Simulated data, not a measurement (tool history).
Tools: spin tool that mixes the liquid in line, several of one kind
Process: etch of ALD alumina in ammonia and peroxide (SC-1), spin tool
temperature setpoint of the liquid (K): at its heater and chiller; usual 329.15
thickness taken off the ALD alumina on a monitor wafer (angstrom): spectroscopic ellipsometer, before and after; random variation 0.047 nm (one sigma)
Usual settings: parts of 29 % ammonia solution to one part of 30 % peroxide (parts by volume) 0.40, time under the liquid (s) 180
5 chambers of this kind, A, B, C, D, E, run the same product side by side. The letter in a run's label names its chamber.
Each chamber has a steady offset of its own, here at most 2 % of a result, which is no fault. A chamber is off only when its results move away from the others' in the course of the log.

| run | hour | temperature setpoint of the liquid (K) | parts of 29 % ammonia solution to one part of 30 % peroxide (parts by volume) | time under the liquid (s) | hours since the thermometer was replaced | hours since the ammonia flow meter was replaced | hours since the heated supply line was repaired | hours since the drum of ammonia solution was connected | read-back film thickness of the ALD alumina reference wafer, read on the same gauge (nm) | thickness taken off the ALD alumina on a monitor wafer (angstrom) |
|---|---|---|---|---|---|---|---|---|---|---|
| 1A | 7.3 | 329.15 | 0.40 | 180 | 1907.8 | 233.9 | 1042.8 | 134.3 | 80.033 | 81.543 |
| 2B | 18.7 | 329.15 | 0.40 | 180 | 1693.2 | 434.0 | 2777.4 | 298.2 | 79.980 | 82.854 |
|  | 23.7 | chamber C: thermometer replaced |
| 3E | 24.2 | 329.15 | 0.40 | 180 | 891.2 | 385.6 | 369.8 | 328.7 | 80.017 | 82.658 |
| 4D | 32.3 | 329.15 | 0.40 | 180 | 893.1 | 1130.2 | 2727.0 | 392.6 | 79.993 | 82.500 |
| 5C | 40.3 | 329.15 | 0.40 | 180 | 16.7 | 810.4 | 960.5 | 579.4 | 79.991 | 83.137 |
| 6D | 46.6 | 329.15 | 0.40 | 180 | 907.4 | 1144.5 | 2741.3 | 406.9 | 80.016 | 82.773 |
|  | 46.8 | chamber B: new drum of ammonia solution connected |
| 7B | 54.4 | 336.65 | 0.40 | 180 | 1728.9 | 469.7 | 2813.1 | 7.6 | 79.995 | 123.870 |
| 8C | 60.7 | 336.65 | 0.40 | 180 | 37.1 | 830.8 | 980.9 | 599.8 | 79.977 | 119.730 |
| 9E | 68.9 | 336.65 | 0.40 | 180 | 935.9 | 430.3 | 414.5 | 373.4 | 80.026 | 122.960 |
| 10A | 77.0 | 336.65 | 0.40 | 180 | 1977.5 | 303.6 | 1112.5 | 204.0 | 79.986 | 122.050 |
| 11D | 84.4 | 336.65 | 0.40 | 180 | 945.2 | 1182.3 | 2779.1 | 444.7 | 79.990 | 120.480 |
| 12C | 93.5 | 329.15 | 0.40 | 180 | 69.9 | 863.6 | 1013.7 | 632.6 | 80.028 | 81.639 |
| 13E | 101.7 | 329.15 | 0.40 | 180 | 968.7 | 463.1 | 447.3 | 406.2 | 80.035 | 83.009 |
| 14A | 113.0 | 329.15 | 0.40 | 180 | 2013.5 | 339.6 | 1148.5 | 240.0 | 80.007 | 81.928 |
| 15B | 123.1 | 329.15 | 0.40 | 180 | 1797.6 | 538.4 | 2881.8 | 76.3 | 80.007 | 84.901 |
| 16C | 131.9 | 329.15 | 0.40 | 180 | 108.3 | 902.0 | 1052.1 | 671.0 | 80.008 | 82.109 |
| 17E | 141.7 | 329.15 | 0.40 | 180 | 1008.7 | 503.1 | 487.3 | 446.2 | 79.986 | 82.484 |
|  | 142.2 | chamber D: ammonia flow meter replaced |
| 18D | 149.6 | 323.15 | 0.40 | 100 | 1010.4 | 7.4 | 2844.3 | 509.9 | 79.969 | 32.461 |
|  | 154.3 | chamber E: ammonia flow meter replaced |
|  | 155.5 | chamber B: heated supply line repaired |
| 19A | 157.1 | 323.15 | 0.40 | 100 | 2057.6 | 383.7 | 1192.6 | 284.1 | 79.984 | 32.865 |
| 20B | 163.1 | 323.15 | 0.40 | 100 | 1837.6 | 578.4 | 7.6 | 116.3 | 79.993 | 33.349 |
| 21B | 173.2 | 323.15 | 0.40 | 100 | 1847.7 | 588.5 | 17.7 | 126.4 | 80.018 | 33.524 |
| 22D | 184.2 | 323.15 | 0.40 | 100 | 1045.0 | 42.0 | 2878.9 | 544.5 | 80.029 | 32.529 |
| 23C | 191.8 | 329.15 | 0.40 | 180 | 168.2 | 961.9 | 1112.0 | 730.9 | 80.006 | 81.676 |
|  | 201.9 | chamber A: thermometer replaced |
| 24A | 202.0 | 329.15 | 0.40 | 180 | 0.1 | 428.6 | 1237.5 | 329.0 | 80.018 | 82.311 |
| 25E | 212.2 | 329.15 | 0.40 | 180 | 1079.2 | 58.0 | 557.8 | 516.7 | 80.024 | 82.918 |
| 26E | 223.2 | 329.15 | 0.40 | 180 | 1090.2 | 69.0 | 568.8 | 527.7 | 79.982 | 83.643 |
| 27B | 229.3 | 329.15 | 0.40 | 180 | 1903.8 | 644.6 | 73.8 | 182.5 | 80.008 | 84.291 |
| 28C | 239.4 | 329.15 | 0.40 | 180 | 215.8 | 1009.5 | 1159.6 | 778.5 | 80.016 | 81.839 |
| 29D | 248.6 | 329.15 | 0.40 | 180 | 1109.4 | 106.4 | 2943.3 | 608.9 | 80.005 | 79.589 |
| 30A | 256.5 | 329.15 | 0.40 | 180 | 54.6 | 483.1 | 1292.0 | 383.5 | 80.014 | 81.757 |
| 31B | 261.8 | 329.15 | 0.40 | 180 | 1936.3 | 677.1 | 106.3 | 215.0 | 79.998 | 83.714 |
| 32A | 271.3 | 329.15 | 0.40 | 180 | 69.4 | 497.9 | 1306.8 | 398.3 | 80.001 | 82.269 |
| 33D | 278.1 | 329.15 | 0.40 | 180 | 1138.9 | 135.9 | 2972.8 | 638.4 | 80.007 | 77.961 |
| 34E | 287.2 | 329.15 | 0.40 | 180 | 1154.2 | 133.0 | 632.8 | 591.7 | 79.995 | 82.797 |
| 35C | 294.2 | 336.15 | 0.40 | 110 | 270.6 | 1064.3 | 1214.4 | 833.3 | 80.002 | 72.437 |
| 36E | 303.1 | 336.15 | 0.40 | 110 | 1170.1 | 148.9 | 648.7 | 607.6 | 80.022 | 73.212 |

What goes on in this fleet: one chamber off, a drifting gauge, or nothing beyond the chambers' own small offsets? Name the chamber and the cause, if any.

Chamber D drifts away from the others.
Cause: liquid colder than its thermometer reads (K) = 1.01.
The log may not tell that from: temperature lost on the way to the wafer (K).

Here are 4 candidates for chamber D's next run, each the usual settings with a change, their results left as question marks. Which one brings its results back in line with what the others give on the usual settings?
In line means no further than this from the other chambers' mean on the usual settings: thickness taken off the ALD alumina on a monitor wafer (angstrom) 1.600
| 37D-1 | 311.3 | 329.65 | 0.40 | 180 |  |  |  |  |  | ? |
| 37D-2 | 311.3 | 328.65 | 0.40 | 175 |  |  |  |  |  | ? |
| 37D-3 | 311.3 | 328.65 | 0.40 | 180 |  |  |  |  |  | ? |
| 37D-4 | 311.3 | 329.15 | 0.40 | 190 |  |  |  |  |  | ? |

The other chambers' mean on the usual settings: thickness taken off the ALD alumina on a monitor wafer (angstrom) 82.797
| run | thickness taken off the ALD alumina on a monitor wafer (angstrom) |
|---|---|
| 37D-1 | 80.166 |
| 37D-2 | 73.983 |
| 37D-3 | 76.097 |
| 37D-4 | 82.448 |
37D-4 brings the chamber back in line.
